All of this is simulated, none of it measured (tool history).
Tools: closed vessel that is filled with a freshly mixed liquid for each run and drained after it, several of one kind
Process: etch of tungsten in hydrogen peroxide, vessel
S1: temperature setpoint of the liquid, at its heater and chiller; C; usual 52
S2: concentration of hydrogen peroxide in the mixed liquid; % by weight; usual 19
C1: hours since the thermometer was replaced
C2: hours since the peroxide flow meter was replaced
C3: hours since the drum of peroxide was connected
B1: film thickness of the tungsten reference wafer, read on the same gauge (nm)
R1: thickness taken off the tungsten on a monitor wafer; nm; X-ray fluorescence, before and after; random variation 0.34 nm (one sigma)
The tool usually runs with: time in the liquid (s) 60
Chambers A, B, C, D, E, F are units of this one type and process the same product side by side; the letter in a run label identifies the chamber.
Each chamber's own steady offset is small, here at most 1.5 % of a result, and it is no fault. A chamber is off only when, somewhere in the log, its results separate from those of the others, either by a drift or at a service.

run 1D hour=7.5 | S1=52 S2=19 time_in_the_liquid_(s)=60 | C1=723.8 C2=600.5 C3=700.4 | B1=149.97 | R1=62.571
run 2F hour=19.7 | S1=52 S2=19 time_in_the_liquid_(s)=60 | C1=930.2 C2=179.3 C3=563 | B1=150.01 | R1=61.917
run 3A hour=27.6 | S1=52 S2=19 time_in_the_liquid_(s)=60 | C1=892 C2=240 C3=241 | B1=150 | R1=62.402
run 4C hour=41.3 | S1=52 S2=19 time_in_the_liquid_(s)=60 | C1=1110.9 C2=1472.5 C3=1026.3 | B1=150 | R1=61.203
-- hour=52.6 chamber B: new drum of peroxide connected
run 5E hour=52.7 | S1=52 S2=19 time_in_the_liquid_(s)=60 | C1=680.7 C2=1026 C3=437.1 | B1=150 | R1=60.881
run 6B hour=62.1 | S1=52 S2=19 time_in_the_liquid_(s)=60 | C1=1986.6 C2=1232.7 C3=9.5 | B1=150.02 | R1=61.816
run 7B hour=72.2 | S1=52 S2=19 time_in_the_liquid_(s)=60 | C1=1996.7 C2=1242.8 C3=19.6 | B1=150 | R1=61.934
run 8A hour=85.1 | S1=52 S2=19 time_in_the_liquid_(s)=60 | C1=949.5 C2=297.5 C3=298.5 | B1=150.01 | R1=62.198
run 9F hour=97.7 | S1=52 S2=19 time_in_the_liquid_(s)=60 | C1=1008.2 C2=257.3 C3=641 | B1=150.02 | R1=62.311
run 10C hour=109.5 | S1=52 S2=19 time_in_the_liquid_(s)=60 | C1=1179.1 C2=1540.7 C3=1094.5 | B1=150.01 | R1=61.794
run 11D hour=117.1 | S1=52 S2=19 time_in_the_liquid_(s)=60 | C1=833.4 C2=710.1 C3=810 | B1=150 | R1=62.849
run 12E hour=124.6 | S1=52 S2=19 time_in_the_liquid_(s)=60 | C1=752.6 C2=1097.9 C3=509 | B1=150 | R1=61.494
-- hour=133.9 chamber E: new drum of peroxide connected
-- hour=134.5 chamber D: new drum of peroxide connected
run 13C hour=135 | S1=52 S2=19 time_in_the_liquid_(s)=60 | C1=1204.6 C2=1566.2 C3=1120 | B1=149.99 | R1=61.445
-- hour=136.2 chamber A: peroxide flow meter replaced
run 14E hour=145.7 | S1=52 S2=19 time_in_the_liquid_(s)=60 | C1=773.7 C2=1119 C3=11.8 | B1=150 | R1=61.116
-- hour=156.3 chamber F: new drum of peroxide connected
run 15A hour=159.7 | S1=52 S2=19 time_in_the_liquid_(s)=60 | C1=1024.1 C2=23.5 C3=373.1 | B1=149.98 | R1=61.672
run 16D hour=173.4 | S1=52 S2=19 time_in_the_liquid_(s)=60 | C1=889.7 C2=766.4 C3=38.9 | B1=150 | R1=62.72
run 17F hour=180.3 | S1=52 S2=19 time_in_the_liquid_(s)=60 | C1=1090.8 C2=339.9 C3=24 | B1=150.01 | R1=61.835
run 18B hour=188.4 | S1=52 S2=19 time_in_the_liquid_(s)=60 | C1=2112.9 C2=1359 C3=135.8 | B1=150.01 | R1=61.817
run 19E hour=201.4 | S1=52 S2=19 time_in_the_liquid_(s)=60 | C1=829.4 C2=1174.7 C3=67.5 | B1=150.02 | R1=61.256
-- hour=205.5 chamber C: new drum of peroxide connected
run 20A hour=215.2 | S1=52 S2=19 time_in_the_liquid_(s)=60 | C1=1079.6 C2=79 C3=428.6 | B1=149.98 | R1=61.773
run 21C hour=227.1 | S1=52 S2=19 time_in_the_liquid_(s)=60 | C1=1296.7 C2=1658.3 C3=21.7 | B1=150.02 | R1=62.28
run 22F hour=240.7 | S1=52 S2=19 time_in_the_liquid_(s)=60 | C1=1151.2 C2=400.3 C3=84.4 | B1=149.98 | R1=62.428
run 23B hour=254.4 | S1=52 S2=19 time_in_the_liquid_(s)=60 | C1=2178.9 C2=1425 C3=201.8 | B1=150.01 | R1=61.723
run 24D hour=262.4 | S1=52 S2=14.5 time_in_the_liquid_(s)=85 | C1=978.7 C2=855.4 C3=127.9 | B1=150.01 | R1=78.486
run 25F hour=276.4 | S1=52 S2=14.5 time_in_the_liquid_(s)=85 | C1=1186.9 C2=436 C3=120.1 | B1=149.98 | R1=77.078
-- hour=287.7 chamber D: peroxide flow meter replaced
run 26B hour=290.3 | S1=52 S2=14.5 time_in_the_liquid_(s)=85 | C1=2214.8 C2=1460.9 C3=237.7 | B1=150 | R1=77.425
run 27E hour=297.9 | S1=52 S2=14.5 time_in_the_liquid_(s)=85 | C1=925.9 C2=1271.2 C3=164 | B1=150.01 | R1=75.63
run 28A hour=312.2 | S1=52 S2=14.5 time_in_the_liquid_(s)=85 | C1=1176.6 C2=176 C3=525.6 | B1=149.98 | R1=77.008
run 29C hour=323.1 | S1=52 S2=14.5 time_in_the_liquid_(s)=85 | C1=1392.7 C2=1754.3 C3=117.7 | B1=150.01 | R1=76.014
run 30D hour=337 | S1=52 S2=19 time_in_the_liquid_(s)=60 | C1=1053.3 C2=49.3 C3=202.5 | B1=149.99 | R1=62.836
run 31A hour=344.1 | S1=52 S2=19 time_in_the_liquid_(s)=60 | C1=1208.5 C2=207.9 C3=557.5 | B1=149.99 | R1=62.078
run 32F hour=353.8 | S1=52 S2=19 time_in_the_liquid_(s)=60 | C1=1264.3 C2=513.4 C3=197.5 | B1=150.01 | R1=62.706
run 33B hour=366.3 | S1=52 S2=19 time_in_the_liquid_(s)=60 | C1=2290.8 C2=1536.9 C3=313.7 | B1=150.01 | R1=61.937
run 34C hour=375.7 | S1=52 S2=19 time_in_the_liquid_(s)=60 | C1=1445.3 C2=1806.9 C3=170.3 | B1=150 | R1=61.924
run 35E hour=382.6 | S1=55.5 S2=19 time_in_the_liquid_(s)=60 | C1=1010.6 C2=1355.9 C3=248.7 | B1=149.98 | R1=75.487
run 36D hour=395.8 | S1=55.5 S2=19 time_in_the_liquid_(s)=60 | C1=1112.1 C2=108.1 C3=261.3 | B1=150 | R1=77.702
run 37E hour=408.5 | S1=55.5 S2=19 time_in_the_liquid_(s)=60 | C1=1036.5 C2=1381.8 C3=274.6 | B1=149.98 | R1=74.201
-- hour=418 chamber D: thermometer replaced
run 38F hour=422.4 | S1=55.5 S2=19 time_in_the_liquid_(s)=60 | C1=1332.9 C2=582 C3=266.1 | B1=149.97 | R1=77.186
run 39D hour=433.4 | S1=55.5 S2=19 time_in_the_liquid_(s)=60 | C1=15.4 C2=145.7 C3=298.9 | B1=149.99 | R1=77.28
-- hour=441.5 chamber B: thermometer replaced
run 40B hour=446.1 | S1=55.5 S2=19 time_in_the_liquid_(s)=60 | C1=4.6 C2=1616.7 C3=393.5 | B1=149.99 | R1=75.94
run 41C hour=453.9 | S1=52 S2=19 time_in_the_liquid_(s)=60 | C1=1523.5 C2=1885.1 C3=248.5 | B1=150.01 | R1=61.299
run 42A hour=460.7 | S1=52 S2=19 time_in_the_liquid_(s)=60 | C1=1325.1 C2=324.5 C3=674.1 | B1=150 | R1=61.89
run 43C hour=472.6 | S1=52 S2=15 time_in_the_liquid_(s)=60 | C1=1542.2 C2=1903.8 C3=267.2 | B1=150 | R1=55.206
run 44A hour=483.9 | S1=52 S2=15 time_in_the_liquid_(s)=60 | C1=1348.3 C2=347.7 C3=697.3 | B1=149.99 | R1=54.996

Is one chamber out of step, is the gauge drifting, or do the chambers differ by no more than their own small offsets? For an off chamber, give its letter and the likeliest cause.

The fleet is healthy, with each chamber sitting at its usual small offset and no drift in the gauge.
